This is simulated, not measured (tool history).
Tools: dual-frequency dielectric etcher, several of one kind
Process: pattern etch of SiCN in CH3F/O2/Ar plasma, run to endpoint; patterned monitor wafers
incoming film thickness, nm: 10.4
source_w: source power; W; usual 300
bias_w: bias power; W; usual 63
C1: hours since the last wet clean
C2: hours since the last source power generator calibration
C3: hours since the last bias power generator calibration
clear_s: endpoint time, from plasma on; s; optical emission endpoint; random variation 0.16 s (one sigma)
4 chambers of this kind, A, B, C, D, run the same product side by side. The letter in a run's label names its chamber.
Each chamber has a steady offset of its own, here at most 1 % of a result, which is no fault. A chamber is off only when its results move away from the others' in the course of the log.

run 1D hour=4.3 | source_w=300 bias_w=63 | C1=234.7 C2=3044.8 C3=871.1 | clear_s=32.528
run 2C hour=9.0 | source_w=300 bias_w=63 | C1=349.1 C2=694.3 C3=2580.3 | clear_s=32.313
run 3A hour=13.9 | source_w=300 bias_w=63 | C1=234.3 C2=142.5 C3=1956.8 | clear_s=32.331
run 4B hour=19.9 | source_w=300 bias_w=63 | C1=45.7 C2=1635.2 C3=1268.5 | clear_s=32.336
run 5C hour=27.2 | source_w=300 bias_w=63 | C1=367.3 C2=712.5 C3=2598.5 | clear_s=32.472
run 6A hour=32.3 | source_w=380 bias_w=63 | C1=252.7 C2=160.9 C3=1975.2 | clear_s=29.713
run 7B hour=37.1 | source_w=380 bias_w=63 | C1=62.9 C2=1652.4 C3=1285.7 | clear_s=29.201
run 8D hour=43.0 | source_w=380 bias_w=63 | C1=273.4 C2=3083.5 C3=909.8 | clear_s=29.734
run 9A hour=46.9 | source_w=380 bias_w=63 | C1=267.3 C2=175.5 C3=1989.8 | clear_s=29.561
-- hour=50.3 chamber C: wet clean of the chamber
run 10B hour=53.3 | source_w=300 bias_w=57 | C1=79.1 C2=1668.6 C3=1301.9 | clear_s=33.174
run 11D hour=59.1 | source_w=300 bias_w=57 | C1=289.5 C2=3099.6 C3=925.9 | clear_s=33.719
run 12C hour=62.5 | source_w=300 bias_w=57 | C1=12.2 C2=747.8 C3=2633.8 | clear_s=33.351
run 13D hour=67.6 | source_w=300 bias_w=57 | C1=298.0 C2=3108.1 C3=934.4 | clear_s=33.676
run 14B hour=73.6 | source_w=300 bias_w=63 | C1=99.4 C2=1688.9 C3=1322.2 | clear_s=32.050
run 15A hour=78.8 | source_w=300 bias_w=63 | C1=299.2 C2=207.4 C3=2021.7 | clear_s=32.259
run 16C hour=82.4 | source_w=300 bias_w=63 | C1=32.1 C2=767.7 C3=2653.7 | clear_s=31.966
run 17A hour=86.5 | source_w=300 bias_w=63 | C1=306.9 C2=215.1 C3=2029.4 | clear_s=32.597
-- hour=88.5 chamber A: wet clean of the chamber
run 18B hour=90.3 | source_w=300 bias_w=63 | C1=116.1 C2=1705.6 C3=1338.9 | clear_s=32.490
run 19D hour=97.2 | source_w=300 bias_w=63 | C1=327.6 C2=3137.7 C3=964.0 | clear_s=32.666
run 20C hour=101.9 | source_w=250 bias_w=63 | C1=51.6 C2=787.2 C3=2673.2 | clear_s=34.761
run 21A hour=106.2 | source_w=250 bias_w=63 | C1=17.7 C2=234.8 C3=2049.1 | clear_s=33.636
run 22B hour=111.7 | source_w=250 bias_w=63 | C1=137.5 C2=1727.0 C3=1360.3 | clear_s=34.478
run 23D hour=116.2 | source_w=250 bias_w=63 | C1=346.6 C2=3156.7 C3=983.0 | clear_s=34.703
run 24C hour=121.4 | source_w=300 bias_w=63 | C1=71.1 C2=806.7 C3=2692.7 | clear_s=32.357
run 25C hour=125.4 | source_w=300 bias_w=63 | C1=75.1 C2=810.7 C3=2696.7 | clear_s=32.101
run 26B hour=129.1 | source_w=300 bias_w=63 | C1=154.9 C2=1744.4 C3=1377.7 | clear_s=32.137
run 27A hour=132.4 | source_w=300 bias_w=77 | C1=43.9 C2=261.0 C3=2075.3 | clear_s=28.838
run 28D hour=135.8 | source_w=300 bias_w=77 | C1=366.2 C2=3176.3 C3=1002.6 | clear_s=29.945
run 29A hour=141.5 | source_w=300 bias_w=77 | C1=53.0 C2=270.1 C3=2084.4 | clear_s=28.956
run 30B hour=148.3 | source_w=300 bias_w=77 | C1=174.1 C2=1763.6 C3=1396.9 | clear_s=29.579
run 31C hour=155.3 | source_w=300 bias_w=63 | C1=105.0 C2=840.6 C3=2726.6 | clear_s=32.129

All 4 chambers run these settings next. Forecast each chamber's results:
run 32A hour=160.8 | source_w=300 bias_w=72 | clear_s=?
run 32B hour=160.8 | source_w=300 bias_w=72 | clear_s=?
run 32C hour=160.8 | source_w=300 bias_w=72 | clear_s=?
run 32D hour=160.8 | source_w=300 bias_w=72 | clear_s=?

run=32A clear_s=29.633
run=32B clear_s=30.486
run=32C clear_s=30.648
run=32D clear_s=30.769
